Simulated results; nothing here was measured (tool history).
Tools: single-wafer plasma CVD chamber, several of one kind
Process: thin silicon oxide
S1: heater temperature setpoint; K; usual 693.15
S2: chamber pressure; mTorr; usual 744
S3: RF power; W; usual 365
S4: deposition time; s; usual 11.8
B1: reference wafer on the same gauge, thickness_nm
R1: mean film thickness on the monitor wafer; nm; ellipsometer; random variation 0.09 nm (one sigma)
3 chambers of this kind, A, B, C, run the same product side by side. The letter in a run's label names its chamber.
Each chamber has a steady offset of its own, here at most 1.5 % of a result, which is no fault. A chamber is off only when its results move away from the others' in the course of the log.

run,day,S1,S2,S3,S4,B1,R1
1B,0.500,693.15,744,365,11.8,18.102,21.401
2A,1.050,693.15,744,365,11.8,18.107,21.783
3C,1.542,693.15,744,365,11.8,18.101,21.559
4A,1.992,693.15,744,365,11.8,18.079,21.876
5C,2.392,683.15,744,365,13.0,18.074,23.763
6B,2.817,683.15,744,365,13.0,18.118,23.657
7C,3.225,683.15,744,365,13.0,18.083,23.746
8B,3.738,693.15,595,400,11.8,18.097,17.547
9A,4.200,693.15,595,400,11.8,18.099,17.645
# day 4.696: chamber A: capacitance manometer re-zeroed and calibrated
10A,4.738,693.15,595,400,11.8,18.103,18.258
11B,5.296,693.15,744,365,11.8,18.117,21.395
12C,5.762,693.15,840,430,11.8,18.105,25.361
13C,6.167,693.15,840,430,11.8,18.101,25.429
14A,6.554,693.15,840,430,11.8,18.090,26.346
# day 6.625: chamber C: capacitance manometer re-zeroed and calibrated
15B,7.129,693.15,744,365,11.8,18.086,21.396
16B,7.579,693.15,744,365,11.8,18.097,21.390
17A,7.892,704.15,744,365,11.8,18.095,22.269
18C,8.388,704.15,744,365,11.8,18.115,21.380
19A,8.850,704.15,744,365,11.8,18.082,22.178
# day 9.308: chamber A: RF generator calibrated
20B,9.400,693.15,744,365,11.8,18.107,21.245
21C,9.850,693.15,744,365,11.8,18.098,21.526
22A,10.388,679.15,744,390,11.8,18.112,22.994
23C,10.838,679.15,744,390,11.8,18.124,22.302
24B,11.375,679.15,744,390,11.8,18.123,22.054
25B,11.642,693.15,744,365,11.8,18.118,21.346
26C,12.008,693.15,744,365,11.8,18.096,21.426

All 3 chambers run these settings next. Forecast each chamber's results:
27A,12.446,693.15,744,365,11.8,,?
27B,12.446,693.15,744,365,11.8,,?
27C,12.446,693.15,744,365,11.8,,?

run,R1
27A,22.250
27B,21.285
27C,21.643

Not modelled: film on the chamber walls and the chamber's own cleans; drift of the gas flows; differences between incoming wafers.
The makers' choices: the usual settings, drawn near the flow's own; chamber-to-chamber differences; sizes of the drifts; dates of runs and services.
